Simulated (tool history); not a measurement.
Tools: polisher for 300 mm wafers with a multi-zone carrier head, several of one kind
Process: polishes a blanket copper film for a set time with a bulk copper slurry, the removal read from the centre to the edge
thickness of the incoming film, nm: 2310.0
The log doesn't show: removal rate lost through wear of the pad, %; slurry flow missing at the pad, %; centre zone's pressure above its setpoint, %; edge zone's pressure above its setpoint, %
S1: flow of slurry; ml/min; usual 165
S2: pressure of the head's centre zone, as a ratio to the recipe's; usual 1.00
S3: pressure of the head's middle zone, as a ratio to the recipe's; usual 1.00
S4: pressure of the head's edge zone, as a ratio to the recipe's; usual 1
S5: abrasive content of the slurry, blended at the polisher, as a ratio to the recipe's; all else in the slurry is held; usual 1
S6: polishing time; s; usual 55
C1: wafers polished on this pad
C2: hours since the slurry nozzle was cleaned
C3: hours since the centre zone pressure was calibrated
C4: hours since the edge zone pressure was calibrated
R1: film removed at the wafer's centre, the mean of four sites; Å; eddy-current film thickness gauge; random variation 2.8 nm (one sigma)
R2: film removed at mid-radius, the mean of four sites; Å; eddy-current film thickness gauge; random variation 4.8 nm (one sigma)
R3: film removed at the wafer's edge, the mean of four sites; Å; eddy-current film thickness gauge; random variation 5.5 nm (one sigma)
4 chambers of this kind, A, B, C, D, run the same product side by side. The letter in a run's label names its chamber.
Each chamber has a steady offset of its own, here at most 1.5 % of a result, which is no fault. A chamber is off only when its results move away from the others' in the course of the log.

{"run": "1A", "day": 0.175, "S1": 165, "S2": 1.0, "S3": 1.0, "S4": 1, "S5": 1, "S6": 55, "C1": 216, "C2": 47.8, "C3": 251.6, "C4": 521.0, "R1": 3958.2, "R2": 4028.8, "R3": 3978.0}
{"run": "2D", "day": 0.375, "S1": 165, "S2": 1.0, "S3": 1.0, "S4": 1, "S5": 1, "S6": 55, "C1": 218, "C2": 315.1, "C3": 45.6, "C4": 244.1, "R1": 3991.0, "R2": 4007.2, "R3": 3951.6}
{"run": "3B", "day": 0.575, "S1": 165, "S2": 1.0, "S3": 1.0, "S4": 1, "S5": 1, "S6": 55, "C1": 587, "C2": 502.0, "C3": 86.2, "C4": 397.2, "R1": 4008.9, "R2": 3937.2, "R3": 3991.3}
{"run": "4C", "day": 0.758, "S1": 165, "S2": 1.0, "S3": 1.0, "S4": 1, "S5": 1, "S6": 55, "C1": 325, "C2": 159.3, "C3": 324.3, "C4": 1021.4, "R1": 3997.8, "R2": 3979.6, "R3": 4108.4}
{"run": "5D", "day": 1.054, "S1": 165, "S2": 1.0, "S3": 1.0, "S4": 1, "S5": 1, "S6": 55, "C1": 329, "C2": 331.4, "C3": 61.9, "C4": 260.4, "R1": 3993.4, "R2": 4002.0, "R3": 4026.1}
{"run": "6A", "day": 1.408, "S1": 165, "S2": 1.0, "S3": 1.0, "S4": 1, "S5": 1, "S6": 55, "C1": 418, "C2": 77.4, "C3": 281.2, "C4": 550.6, "R1": 3970.6, "R2": 3989.4, "R3": 4066.2}
{"run": "7C", "day": 1.604, "S1": 165, "S2": 1.0, "S3": 1.0, "S4": 1, "S5": 1, "S6": 68, "C1": 464, "C2": 179.6, "C3": 344.6, "C4": 1041.7, "R1": 4953.7, "R2": 4887.7, "R3": 5067.6}
{"day": 1.762, "done": "chamber A: edge zone pressure recalibrated"}
{"run": "8B", "day": 1.917, "S1": 165, "S2": 1.0, "S3": 1.0, "S4": 1, "S5": 1, "S6": 68, "C1": 807, "C2": 534.2, "C3": 118.4, "C4": 429.4, "R1": 4993.7, "R2": 4901.8, "R3": 4892.5}
{"run": "9B", "day": 2.279, "S1": 165, "S2": 1.0, "S3": 1.0, "S4": 1, "S5": 1, "S6": 68, "C1": 866, "C2": 542.9, "C3": 127.1, "C4": 438.1, "R1": 4914.6, "R2": 4916.8, "R3": 4909.3}
{"run": "10C", "day": 2.592, "S1": 165, "S2": 1.0, "S3": 1.0, "S4": 1, "S5": 1, "S6": 68, "C1": 626, "C2": 203.3, "C3": 368.3, "C4": 1065.4, "R1": 4973.3, "R2": 4937.8, "R3": 5025.8}
{"run": "11D", "day": 2.817, "S1": 165, "S2": 1.0, "S3": 1.0, "S4": 1, "S5": 1, "S6": 55, "C1": 618, "C2": 373.7, "C3": 104.2, "C4": 302.7, "R1": 4016.1, "R2": 3956.3, "R3": 4003.8}
{"day": 2.933, "done": "chamber C: worn pad replaced by a new one"}
{"run": "12A", "day": 3.058, "S1": 165, "S2": 1.0, "S3": 1.0, "S4": 1, "S5": 1, "S6": 55, "C1": 688, "C2": 117.0, "C3": 320.8, "C4": 31.1, "R1": 3967.8, "R2": 4115.2, "R3": 4061.3}
{"run": "13A", "day": 3.342, "S1": 165, "S2": 1.0, "S3": 0.92, "S4": 1, "S5": 1, "S6": 47, "C1": 735, "C2": 123.8, "C3": 327.6, "C4": 37.9, "R1": 3409.7, "R2": 3185.2, "R3": 3390.2}
{"run": "14D", "day": 3.55, "S1": 165, "S2": 1.0, "S3": 0.92, "S4": 1, "S5": 1, "S6": 47, "C1": 738, "C2": 391.3, "C3": 121.8, "C4": 320.3, "R1": 3358.4, "R2": 3123.1, "R3": 3494.3}
{"day": 3.675, "done": "chamber D: worn pad replaced by a new one"}
{"run": "15C", "day": 3.771, "S1": 165, "S2": 1.0, "S3": 0.92, "S4": 1, "S5": 1, "S6": 47, "C1": 137, "C2": 231.6, "C3": 396.6, "C4": 1093.7, "R1": 3431.2, "R2": 3076.2, "R3": 3538.4}
{"run": "16B", "day": 3.988, "S1": 165, "S2": 1.0, "S3": 0.92, "S4": 1, "S5": 1, "S6": 47, "C1": 1146, "C2": 583.9, "C3": 168.1, "C4": 479.1, "R1": 3397.0, "R2": 3108.9, "R3": 3420.4}
{"run": "17D", "day": 4.183, "S1": 165, "S2": 1.0, "S3": 1.0, "S4": 1, "S5": 1, "S6": 55, "C1": 83, "C2": 406.5, "C3": 137.0, "C4": 335.5, "R1": 4008.8, "R2": 3946.2, "R3": 3970.9}
{"day": 4.212, "done": "chamber C: slurry nozzle cleaned"}
{"day": 4.362, "done": "chamber B: worn pad replaced by a new one"}
{"run": "18B", "day": 4.467, "S1": 165, "S2": 1.05, "S3": 1.0, "S4": 1, "S5": 1, "S6": 55, "C1": 17, "C2": 595.4, "C3": 179.6, "C4": 490.6, "R1": 4240.3, "R2": 3995.2, "R3": 3920.5}
{"run": "19C", "day": 4.688, "S1": 165, "S2": 1.05, "S3": 1.0, "S4": 1, "S5": 1, "S6": 55, "C1": 287, "C2": 11.4, "C3": 418.6, "C4": 1115.7, "R1": 4243.6, "R2": 3876.9, "R3": 4102.1}
{"day": 4.871, "done": "chamber D: edge zone pressure recalibrated"}
{"run": "20A", "day": 5.012, "S1": 165, "S2": 1.05, "S3": 1.0, "S4": 1, "S5": 1, "S6": 55, "C1": 1009, "C2": 163.9, "C3": 367.7, "C4": 78.0, "R1": 4257.0, "R2": 3978.0, "R3": 3996.9}
{"run": "21C", "day": 5.279, "S1": 165, "S2": 1.05, "S3": 1.0, "S4": 1, "S5": 1, "S6": 55, "C1": 384, "C2": 25.6, "C3": 432.8, "C4": 1129.9, "R1": 4235.3, "R2": 4042.7, "R3": 4066.3}
{"run": "22A", "day": 5.471, "S1": 165, "S2": 1.0, "S3": 1.0, "S4": 1, "S5": 1, "S6": 55, "C1": 1084, "C2": 174.9, "C3": 378.7, "C4": 89.0, "R1": 4066.6, "R2": 4082.9, "R3": 3989.6}
{"run": "23B", "day": 5.779, "S1": 165, "S2": 1.0, "S3": 1.0, "S4": 1, "S5": 1, "S6": 55, "C1": 232, "C2": 626.9, "C3": 211.1, "C4": 522.1, "R1": 4003.5, "R2": 3976.4, "R3": 3960.3}
{"run": "24D", "day": 6.088, "S1": 165, "S2": 1.0, "S3": 1.0, "S4": 1, "S5": 1, "S6": 55, "C1": 395, "C2": 452.2, "C3": 182.7, "C4": 29.2, "R1": 3953.3, "R2": 3986.0, "R3": 4009.9}
{"run": "25D", "day": 6.329, "S1": 165, "S2": 1.0, "S3": 1.0, "S4": 1, "S5": 1, "S6": 55, "C1": 435, "C2": 458.0, "C3": 188.5, "C4": 35.0, "R1": 3949.5, "R2": 3951.6, "R3": 3966.3}
{"day": 6.588, "done": "chamber A: worn pad replaced by a new one"}
{"run": "26A", "day": 6.717, "S1": 165, "S2": 1.0, "S3": 1.0, "S4": 1, "S5": 1, "S6": 55, "C1": 21, "C2": 204.8, "C3": 408.6, "C4": 118.9, "R1": 4125.9, "R2": 4061.1, "R3": 3894.5}
{"run": "27C", "day": 6.904, "S1": 165, "S2": 1.0, "S3": 1.0, "S4": 1, "S5": 1, "S6": 55, "C1": 650, "C2": 64.6, "C3": 471.8, "C4": 1168.9, "R1": 4071.9, "R2": 4002.6, "R3": 4147.9}
{"day": 7.025, "done": "chamber A: slurry nozzle cleaned"}
{"run": "28B", "day": 7.292, "S1": 165, "S2": 1.0, "S3": 1.0, "S4": 1, "S5": 1, "S6": 55, "C1": 480, "C2": 663.2, "C3": 247.4, "C4": 558.4, "R1": 3966.4, "R2": 3960.6, "R3": 3930.6}
{"run": "29A", "day": 7.662, "S1": 165, "S2": 1.0, "S3": 1.0, "S4": 1, "S5": 1, "S6": 55, "C1": 176, "C2": 15.3, "C3": 431.3, "C4": 141.6, "R1": 4197.2, "R2": 4014.4, "R3": 3964.5}
{"day": 7.738, "done": "chamber C: worn pad replaced by a new one"}
{"run": "30D", "day": 8.033, "S1": 165, "S2": 1.0, "S3": 1.0, "S4": 1, "S5": 1, "S6": 55, "C1": 714, "C2": 498.9, "C3": 229.4, "C4": 75.9, "R1": 3976.5, "R2": 3997.6, "R3": 4021.1}
{"day": 8.167, "done": "chamber C: centre zone pressure recalibrated"}
{"day": 8.279, "done": "chamber B: slurry nozzle cleaned"}
{"run": "31C", "day": 8.325, "S1": 165, "S2": 1.0, "S3": 1.0, "S4": 1, "S5": 1, "S6": 55, "C1": 96, "C2": 98.7, "C3": 3.8, "C4": 1203.0, "R1": 4029.3, "R2": 3966.6, "R3": 3937.5}
{"run": "32B", "day": 8.696, "S1": 165, "S2": 1.0, "S3": 1.0, "S4": 1, "S5": 1, "S6": 55, "C1": 710, "C2": 10.0, "C3": 281.1, "C4": 592.1, "R1": 3974.1, "R2": 3935.6, "R3": 3942.4}
{"run": "33B", "day": 8.875, "S1": 165, "S2": 1.0, "S3": 1.0, "S4": 1, "S5": 1, "S6": 55, "C1": 739, "C2": 14.3, "C3": 285.4, "C4": 596.4, "R1": 3963.9, "R2": 3943.4, "R3": 3890.4}
{"run": "34D", "day": 9.1, "S1": 165, "S2": 1.0, "S3": 1.0, "S4": 1, "S5": 1, "S6": 55, "C1": 889, "C2": 524.5, "C3": 255.0, "C4": 101.5, "R1": 3965.1, "R2": 4004.9, "R3": 3955.4}
{"run": "35A", "day": 9.454, "S1": 165, "S2": 1.0, "S3": 1.0, "S4": 1, "S5": 1, "S6": 55, "C1": 469, "C2": 58.3, "C3": 474.3, "C4": 184.6, "R1": 4263.1, "R2": 3992.6, "R3": 4044.9}

All 4 chambers run these settings next. Forecast each chamber's results:
{"run": "36A", "day": 9.733, "S1": 165, "S2": 1.0, "S3": 1.0, "S4": 1, "S5": 1, "S6": 55, "R1": "?", "R2": "?", "R3": "?"}
{"run": "36B", "day": 9.733, "S1": 165, "S2": 1.0, "S3": 1.0, "S4": 1, "S5": 1, "S6": 55, "R1": "?", "R2": "?", "R3": "?"}
{"run": "36C", "day": 9.733, "S1": 165, "S2": 1.0, "S3": 1.0, "S4": 1, "S5": 1, "S6": 55, "R1": "?", "R2": "?", "R3": "?"}
{"run": "36D", "day": 9.733, "S1": 165, "S2": 1.0, "S3": 1.0, "S4": 1, "S5": 1, "S6": 55, "R1": "?", "R2": "?", "R3": "?"}

run=36A R1=4262.0 R2=3957.1 R3=3999.0
run=36B R1=4030.7 R2=3996.4 R3=3973.7
run=36C R1=4011.4 R2=3948.4 R3=4007.0
run=36D R1=3989.8 R2=3938.8 R3=4020.0

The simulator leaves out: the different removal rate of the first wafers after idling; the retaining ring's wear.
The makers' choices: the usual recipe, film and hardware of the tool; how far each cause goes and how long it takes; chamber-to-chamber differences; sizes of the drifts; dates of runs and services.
